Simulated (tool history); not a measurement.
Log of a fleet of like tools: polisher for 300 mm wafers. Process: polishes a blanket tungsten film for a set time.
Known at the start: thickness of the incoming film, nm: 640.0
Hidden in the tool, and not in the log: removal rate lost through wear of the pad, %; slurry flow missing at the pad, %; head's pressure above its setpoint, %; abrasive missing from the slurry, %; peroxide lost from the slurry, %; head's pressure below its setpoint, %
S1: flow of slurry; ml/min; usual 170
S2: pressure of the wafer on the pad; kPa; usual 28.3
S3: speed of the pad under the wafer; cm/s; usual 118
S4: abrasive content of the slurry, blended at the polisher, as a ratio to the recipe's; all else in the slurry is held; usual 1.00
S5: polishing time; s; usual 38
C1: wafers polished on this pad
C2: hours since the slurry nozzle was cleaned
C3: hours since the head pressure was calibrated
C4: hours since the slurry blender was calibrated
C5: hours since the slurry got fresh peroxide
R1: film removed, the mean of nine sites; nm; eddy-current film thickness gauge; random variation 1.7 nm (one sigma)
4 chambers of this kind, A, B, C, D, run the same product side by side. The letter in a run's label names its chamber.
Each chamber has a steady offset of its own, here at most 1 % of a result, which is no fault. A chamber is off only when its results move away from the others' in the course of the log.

| run | hour | S1 | S2 | S3 | S4 | S5 | C1 | C2 | C3 | C4 | C5 | R1 |
|---|---|---|---|---|---|---|---|---|---|---|---|---|
| 1B | 3.0 | 170 | 28.3 | 118 | 1.00 | 38 | 96 | 44.2 | 39.8 | 3.9 | 10.2 | 204.02 |
| 2C | 7.2 | 170 | 28.3 | 118 | 1.00 | 38 | 490 | 286.2 | 135.2 | 273.0 | 40.6 | 205.08 |
| 3A | 12.5 | 170 | 28.3 | 118 | 1.00 | 38 | 195 | 320.7 | 661.6 | 342.4 | 44.5 | 203.93 |
|  | 15.1 | chamber D: slurry tank refilled with fresh slurry and peroxide |
| 4D | 15.4 | 170 | 28.3 | 118 | 1.00 | 38 | 393 | 293.4 | 1199.7 | 89.9 | 0.3 | 202.79 |
| 5C | 20.6 | 170 | 28.3 | 118 | 1.00 | 38 | 620 | 299.6 | 148.6 | 286.4 | 54.0 | 203.93 |
|  | 22.4 | chamber C: slurry nozzle cleaned |
| 6D | 24.1 | 170 | 28.3 | 118 | 1.00 | 38 | 477 | 302.1 | 1208.4 | 98.6 | 9.0 | 204.38 |
| 7B | 26.5 | 170 | 28.3 | 118 | 1.00 | 38 | 323 | 67.7 | 63.3 | 27.4 | 33.7 | 206.69 |
| 8A | 30.4 | 170 | 28.3 | 118 | 1.00 | 38 | 368 | 338.6 | 679.5 | 360.3 | 62.4 | 205.33 |
|  | 33.5 | chamber C: slurry tank refilled with fresh slurry and peroxide |
| 9A | 34.6 | 170 | 28.3 | 118 | 1.00 | 38 | 409 | 342.8 | 683.7 | 364.5 | 66.6 | 202.98 |
| 10D | 38.3 | 170 | 28.3 | 118 | 1.00 | 38 | 614 | 316.3 | 1222.6 | 112.8 | 23.2 | 205.85 |
| 11B | 42.2 | 170 | 33.8 | 118 | 1.15 | 38 | 475 | 83.4 | 79.0 | 43.1 | 49.4 | 255.41 |
|  | 44.5 | chamber A: slurry blender recalibrated |
| 12C | 45.0 | 170 | 33.8 | 118 | 1.15 | 38 | 856 | 22.7 | 173.0 | 310.8 | 11.6 | 253.12 |
|  | 46.5 | chamber A: worn pad replaced by a new one |
| 13C | 49.7 | 170 | 33.8 | 118 | 1.15 | 38 | 901 | 27.4 | 177.7 | 315.5 | 16.3 | 246.40 |
|  | 51.2 | chamber B: slurry tank refilled with fresh slurry and peroxide |
| 14B | 51.9 | 170 | 33.8 | 118 | 1.15 | 38 | 569 | 93.1 | 88.7 | 52.8 | 0.7 | 255.72 |
| 15A | 54.7 | 170 | 28.3 | 118 | 1.00 | 38 | 80 | 362.9 | 703.8 | 10.3 | 86.7 | 204.49 |
| 16D | 58.8 | 170 | 28.3 | 118 | 1.00 | 38 | 812 | 336.8 | 1243.1 | 133.3 | 43.7 | 202.54 |
| 17C | 63.7 | 170 | 28.3 | 118 | 1.00 | 38 | 1036 | 41.4 | 191.7 | 329.5 | 30.3 | 197.83 |
|  | 66.9 | chamber D: slurry blender recalibrated |
| 18A | 68.6 | 170 | 28.3 | 118 | 1.00 | 38 | 214 | 376.8 | 717.7 | 24.2 | 100.6 | 204.03 |
| 19B | 71.7 | 170 | 28.3 | 118 | 1.00 | 38 | 760 | 112.9 | 108.5 | 72.6 | 20.5 | 201.92 |
| 20D | 74.2 | 170 | 28.3 | 118 | 1.00 | 38 | 961 | 352.2 | 1258.5 | 7.4 | 59.1 | 204.80 |
| 21B | 77.6 | 170 | 28.3 | 118 | 1.00 | 38 | 817 | 118.8 | 114.4 | 78.5 | 26.4 | 203.85 |
| 22A | 80.0 | 170 | 28.3 | 118 | 1.00 | 38 | 324 | 388.2 | 729.1 | 35.6 | 112.0 | 202.76 |
| 23C | 84.1 | 170 | 28.3 | 118 | 1.00 | 38 | 1234 | 61.8 | 212.1 | 349.9 | 50.7 | 192.63 |
| 24D | 86.7 | 170 | 28.3 | 118 | 1.00 | 38 | 1082 | 364.7 | 1271.0 | 19.9 | 71.6 | 200.92 |
| 25D | 90.3 | 170 | 28.3 | 118 | 1.00 | 38 | 1117 | 368.3 | 1274.6 | 23.5 | 75.2 | 202.38 |

Next, every chamber runs the same settings. What will each give?
| 26A | 94.0 | 170 | 28.3 | 118 | 1.00 | 38 |  |  |  |  |  | ? |
| 26B | 94.0 | 170 | 28.3 | 118 | 1.00 | 38 |  |  |  |  |  | ? |
| 26C | 94.0 | 170 | 28.3 | 118 | 1.00 | 38 |  |  |  |  |  | ? |
| 26D | 94.0 | 170 | 28.3 | 118 | 1.00 | 38 |  |  |  |  |  | ? |

| run | R1 |
|---|---|
| 26A | 206.50 |
| 26B | 204.76 |
| 26C | 189.64 |
| 26D | 203.22 |

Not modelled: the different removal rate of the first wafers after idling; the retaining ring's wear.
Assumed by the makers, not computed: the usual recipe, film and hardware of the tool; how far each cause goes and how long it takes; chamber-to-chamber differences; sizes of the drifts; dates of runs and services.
